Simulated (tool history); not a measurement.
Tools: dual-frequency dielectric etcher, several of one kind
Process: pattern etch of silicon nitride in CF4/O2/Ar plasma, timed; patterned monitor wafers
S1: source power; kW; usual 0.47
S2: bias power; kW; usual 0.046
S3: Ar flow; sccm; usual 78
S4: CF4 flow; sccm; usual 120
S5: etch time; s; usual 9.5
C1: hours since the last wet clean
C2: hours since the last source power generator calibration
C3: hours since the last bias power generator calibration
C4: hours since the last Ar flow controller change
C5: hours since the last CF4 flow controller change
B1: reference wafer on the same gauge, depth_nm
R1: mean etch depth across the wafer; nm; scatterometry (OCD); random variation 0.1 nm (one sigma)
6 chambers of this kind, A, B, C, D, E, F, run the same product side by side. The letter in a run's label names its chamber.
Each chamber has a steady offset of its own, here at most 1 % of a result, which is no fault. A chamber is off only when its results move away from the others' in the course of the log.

run,hour,S1,S2,S3,S4,S5,C1,C2,C3,C4,C5,B1,R1
1D,7.7,0.47,0.046,78,120,9.5,327.5,1627.7,806.3,2995.8,1403.8,14.699,17.481
# hour 10.1: chamber B: wet clean of the chamber
2B,20.4,0.47,0.046,78,120,9.5,10.4,2377.8,2112.1,2505.2,948.1,14.707,17.307
# hour 22.4: chamber D: Ar flow controller replaced
3F,27.7,0.47,0.046,78,120,9.5,528.1,2356.6,1004.9,2054.9,3582.6,14.714,17.485
4A,34.6,0.47,0.046,78,120,9.5,38.8,987.3,1256.2,1416.2,2645.4,14.682,17.435
5E,41.3,0.47,0.046,78,120,9.5,359.1,3784.9,1424.1,2858.6,1535,14.706,17.535
6C,55.4,0.47,0.046,78,120,9.5,240.2,3290.3,1396.5,1248.1,1603.1,14.693,17.664
7B,62.5,0.47,0.046,78,120,9.5,52.5,2419.9,2154.2,2547.3,990.2,14.705,17.35
8A,76.2,0.47,0.046,78,120,9.5,80.4,1028.9,1297.8,1457.8,2687,14.7,17.277
9D,89.7,0.47,0.046,78,120,9.5,409.5,1709.7,888.3,67.3,1485.8,14.709,17.5
# hour 91.7: chamber D: wet clean of the chamber
10C,100.8,0.47,0.046,78,120,9.5,285.6,3335.7,1441.9,1293.5,1648.5,14.714,17.51
11E,111.1,0.36,0.046,78,120,6.5,428.9,3854.7,1493.9,2928.4,1604.8,14.696,9.4151
12F,124.7,0.36,0.046,78,120,6.5,625.1,2453.6,1101.9,2151.9,3679.6,14.712,9.4142
13B,137.6,0.36,0.046,78,120,6.5,127.6,2495,2229.3,2622.4,1065.3,14.727,9.4128
# hour 140.2: chamber F: wet clean of the chamber
14F,148.1,0.36,0.046,78,120,6.5,8,2477,1125.3,2175.3,3703,14.693,9.4067
15C,161.1,0.36,0.046,78,120,6.5,345.9,3396,1502.2,1353.8,1708.8,14.708,9.5504
16E,173.6,0.36,0.046,78,120,6.5,491.4,3917.2,1556.4,2990.9,1667.3,14.699,9.4123
17A,182.9,0.47,0.046,78,120,9.5,187.1,1135.6,1404.5,1564.5,2793.7,14.699,17.509
18D,192.7,0.47,0.046,78,120,9.5,101,1812.7,991.3,170.3,1588.8,14.682,17.422
19F,205.4,0.47,0.046,78,120,9.5,65.3,2534.3,1182.6,2232.6,3760.3,14.694,17.388
20C,211.9,0.47,0.046,78,120,9.5,396.7,3446.8,1553,1404.6,1759.6,14.705,17.75
21E,218.5,0.47,0.046,78,120,9.5,536.3,3962.1,1601.3,3035.8,1712.2,14.691,17.377
22B,230,0.47,0.046,78,120,9.5,220,2587.4,2321.7,2714.8,1157.7,14.681,17.73
# hour 236.1: chamber E: wet clean of the chamber
23A,238.2,0.42,0.046,78,120,9.5,242.4,1190.9,1459.8,1619.8,2849,14.714,15.802
24D,249.7,0.42,0.046,78,120,9.5,158,1869.7,1048.3,227.3,1645.8,14.704,15.639
25E,257,0.42,0.046,78,120,9.5,20.9,4000.6,1639.8,3074.3,1750.7,14.729,15.747
26D,265.2,0.42,0.046,78,120,9.5,173.5,1885.2,1063.8,242.8,1661.3,14.696,15.757
27C,273.4,0.42,0.046,78,120,9.5,458.2,3508.3,1614.5,1466.1,1821.1,14.699,16.019
28F,281.3,0.42,0.046,78,120,9.5,141.2,2610.2,1258.5,2308.5,3836.2,14.704,15.734
29B,290.2,0.47,0.046,78,120,9.5,280.2,2647.6,2381.9,2775,1217.9,14.721,18.005
30A,298.4,0.47,0.046,78,120,9.5,302.6,1251.1,1520,1680,2909.2,14.698,17.378
31E,310.2,0.47,0.046,78,120,9.5,74.1,4053.8,1693,3127.5,1803.9,14.692,17.518
32D,320.6,0.47,0.046,78,120,9.5,228.9,1940.6,1119.2,298.2,1716.7,14.71,17.392
33C,328.9,0.47,0.046,78,120,9.5,513.7,3563.8,1670,1521.6,1876.6,14.67,17.572
34B,341.7,0.47,0.046,78,120,9.5,331.7,2699.1,2433.4,2826.5,1269.4,14.702,17.986
# hour 342.2: chamber A: wet clean of the chamber
35F,351.9,0.47,0.046,78,120,9.5,211.8,2680.8,1329.1,2379.1,3906.8,14.689,17.366
36A,358.3,0.47,0.046,78,120,9.5,16.2,1311,1579.9,1739.9,2969.1,14.694,17.631

Next, every chamber runs the same settings. What will each give?
37A,368.7,0.47,0.046,78,94,9.5,,,,,,,?
37B,368.7,0.47,0.046,78,94,9.5,,,,,,,?
37C,368.7,0.47,0.046,78,94,9.5,,,,,,,?
37D,368.7,0.47,0.046,78,94,9.5,,,,,,,?
37E,368.7,0.47,0.046,78,94,9.5,,,,,,,?
37F,368.7,0.47,0.046,78,94,9.5,,,,,,,?

run,R1
37A,17.241
37B,17.585
37C,17.173
37D,17.006
37E,16.92
37F,16.791
